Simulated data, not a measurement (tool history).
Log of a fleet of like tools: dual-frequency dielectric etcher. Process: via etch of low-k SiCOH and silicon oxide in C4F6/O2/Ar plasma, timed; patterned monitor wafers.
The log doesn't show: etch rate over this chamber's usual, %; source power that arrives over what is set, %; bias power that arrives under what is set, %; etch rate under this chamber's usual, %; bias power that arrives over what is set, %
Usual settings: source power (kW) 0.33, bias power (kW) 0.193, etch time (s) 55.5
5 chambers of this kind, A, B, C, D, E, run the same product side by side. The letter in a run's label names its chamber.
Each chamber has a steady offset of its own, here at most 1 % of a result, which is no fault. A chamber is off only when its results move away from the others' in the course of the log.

| run | day | source power (kW) | bias power (kW) | etch time (s) | hours since the last wet clean | hours since the last source power generator calibration | hours since the last bias power generator calibration | read-back reference wafer on the same gauge, depth_nm | mean etch depth across the wafer (nm) |
|---|---|---|---|---|---|---|---|---|---|
| 1D | 0.346 | 0.33 | 0.193 | 55.5 | 255.1 | 2000.3 | 2164.4 | 148.84 | 145.05 |
| 2E | 0.712 | 0.33 | 0.193 | 55.5 | 282.8 | 2134 | 972.4 | 149.03 | 148.96 |
| 3B | 0.908 | 0.33 | 0.193 | 55.5 | 201.7 | 1236.4 | 2283 | 148.97 | 146.82 |
| 4C | 1.225 | 0.33 | 0.193 | 55.5 | 234.8 | 742.6 | 5072.8 | 149.05 | 146.79 |
|  | 1.292 | chamber A: wet clean of the chamber |
| 5A | 1.562 | 0.35 | 0.193 | 40.5 | 6.5 | 897.5 | 2999.5 | 148.92 | 110.07 |
| 6B | 1.75 | 0.35 | 0.193 | 40.5 | 221.9 | 1256.6 | 2303.2 | 149.02 | 109.85 |
| 7A | 1.983 | 0.35 | 0.193 | 40.5 | 16.6 | 907.6 | 3009.6 | 149 | 110.25 |
| 8C | 2.229 | 0.35 | 0.193 | 40.5 | 258.9 | 766.7 | 5096.9 | 148.96 | 109.29 |
| 9E | 2.429 | 0.35 | 0.193 | 40.5 | 324 | 2175.2 | 1013.6 | 149.14 | 111.11 |
| 10D | 2.729 | 0.33 | 0.193 | 55.5 | 312.3 | 2057.5 | 2221.6 | 149.02 | 146.12 |
| 11E | 3.029 | 0.37 | 0.221 | 55.5 | 338.4 | 2189.6 | 1028 | 148.91 | 161.66 |
| 12C | 3.338 | 0.37 | 0.221 | 55.5 | 285.5 | 793.3 | 5123.5 | 149.04 | 159.43 |
| 13A | 3.567 | 0.37 | 0.221 | 55.5 | 54.6 | 945.6 | 3047.6 | 148.91 | 160.42 |
| 14D | 3.779 | 0.37 | 0.221 | 55.5 | 337.5 | 2082.7 | 2246.8 | 149.06 | 158.15 |
|  | 3.783 | chamber C: bias power generator calibrated |
| 15B | 4.104 | 0.37 | 0.221 | 55.5 | 278.4 | 1313.1 | 2359.7 | 149.05 | 159.47 |
| 16E | 4.408 | 0.33 | 0.193 | 55.5 | 371.5 | 2222.7 | 1061.1 | 148.95 | 148.64 |
| 17D | 4.783 | 0.4 | 0.193 | 55.5 | 361.6 | 2106.8 | 2270.9 | 149.01 | 155.88 |
| 18A | 5.062 | 0.4 | 0.193 | 55.5 | 90.5 | 981.5 | 3083.5 | 149.03 | 157.55 |
| 19C | 5.25 | 0.4 | 0.193 | 55.5 | 331.4 | 839.2 | 35.3 | 149.04 | 157.04 |
| 20B | 5.629 | 0.4 | 0.193 | 55.5 | 315 | 1349.7 | 2396.3 | 149.02 | 159.3 |
| 21A | 5.996 | 0.4 | 0.193 | 55.5 | 112.9 | 1003.9 | 3105.9 | 148.94 | 158.65 |
|  | 6.208 | chamber D: bias power generator calibrated |
|  | 6.296 | chamber C: wet clean of the chamber |
| 22C | 6.325 | 0.33 | 0.193 | 55.5 | 0.7 | 865 | 61.1 | 149.12 | 146.17 |
| 23D | 6.496 | 0.33 | 0.193 | 55.5 | 402.7 | 2147.9 | 7 | 149.13 | 143.98 |
|  | 6.567 | chamber E: wet clean of the chamber |
| 24B | 6.858 | 0.33 | 0.193 | 55.5 | 344.5 | 1379.2 | 2425.8 | 149.01 | 146.36 |
| 25E | 7.1 | 0.33 | 0.193 | 55.5 | 12.9 | 2287.3 | 1125.7 | 148.92 | 148.25 |
| 26C | 7.388 | 0.33 | 0.193 | 55.5 | 26.2 | 890.5 | 86.6 | 148.87 | 145.66 |
| 27D | 7.679 | 0.29 | 0.193 | 55.5 | 431.1 | 2176.3 | 35.4 | 148.91 | 136.73 |
| 28A | 8.067 | 0.29 | 0.193 | 55.5 | 162.6 | 1053.6 | 3155.6 | 148.82 | 139.72 |
| 29E | 8.329 | 0.29 | 0.193 | 55.5 | 42.4 | 2316.8 | 1155.2 | 149.06 | 141.29 |
| 30B | 8.629 | 0.29 | 0.193 | 55.5 | 387 | 1421.7 | 2468.3 | 148.99 | 139.77 |
| 31A | 8.917 | 0.29 | 0.193 | 55.5 | 183 | 1074 | 3176 | 148.9 | 139.72 |
| 32E | 9.3 | 0.33 | 0.193 | 55.5 | 65.7 | 2340.1 | 1178.5 | 148.98 | 147.49 |
| 33B | 9.662 | 0.33 | 0.193 | 55.5 | 411.8 | 1446.5 | 2493.1 | 148.88 | 146.64 |
| 34C | 9.921 | 0.33 | 0.193 | 55.5 | 87 | 951.3 | 147.4 | 148.93 | 146.97 |
|  | 10.175 | chamber B: wet clean of the chamber |
| 35D | 10.292 | 0.33 | 0.193 | 55.5 | 493.8 | 2239 | 98.1 | 148.92 | 141.53 |
| 36C | 10.496 | 0.33 | 0.193 | 55.5 | 100.8 | 965.1 | 161.2 | 148.96 | 146.34 |
| 37B | 10.862 | 0.33 | 0.224 | 66.5 | 16.5 | 1475.3 | 2521.9 | 149.12 | 183.9 |
| 38E | 11.183 | 0.33 | 0.224 | 66.5 | 110.9 | 2385.3 | 1223.7 | 149.03 | 185.62 |
| 39A | 11.433 | 0.33 | 0.224 | 66.5 | 243.4 | 1134.4 | 3236.4 | 148.97 | 185.77 |
| 40D | 11.796 | 0.33 | 0.224 | 66.5 | 529.9 | 2275.1 | 134.2 | 148.96 | 177.65 |
| 41C | 12.083 | 0.33 | 0.224 | 66.5 | 138.9 | 1003.2 | 199.3 | 149.09 | 183.66 |
| 42E | 12.325 | 0.33 | 0.193 | 55.5 | 138.3 | 2412.7 | 1251.1 | 148.92 | 148.18 |

Next, every chamber runs the same settings. What will each give?
| 43A | 12.604 | 0.33 | 0.193 | 44.5 |  |  |  |  | ? |
| 43B | 12.604 | 0.33 | 0.193 | 44.5 |  |  |  |  | ? |
| 43C | 12.604 | 0.33 | 0.193 | 44.5 |  |  |  |  | ? |
| 43D | 12.604 | 0.33 | 0.193 | 44.5 |  |  |  |  | ? |
| 43E | 12.604 | 0.33 | 0.193 | 44.5 |  |  |  |  | ? |

| run | mean etch depth across the wafer (nm) |
|---|---|
| 43A | 117.11 |
| 43B | 118.54 |
| 43C | 116.62 |
| 43D | 113.13 |
| 43E | 119.31 |
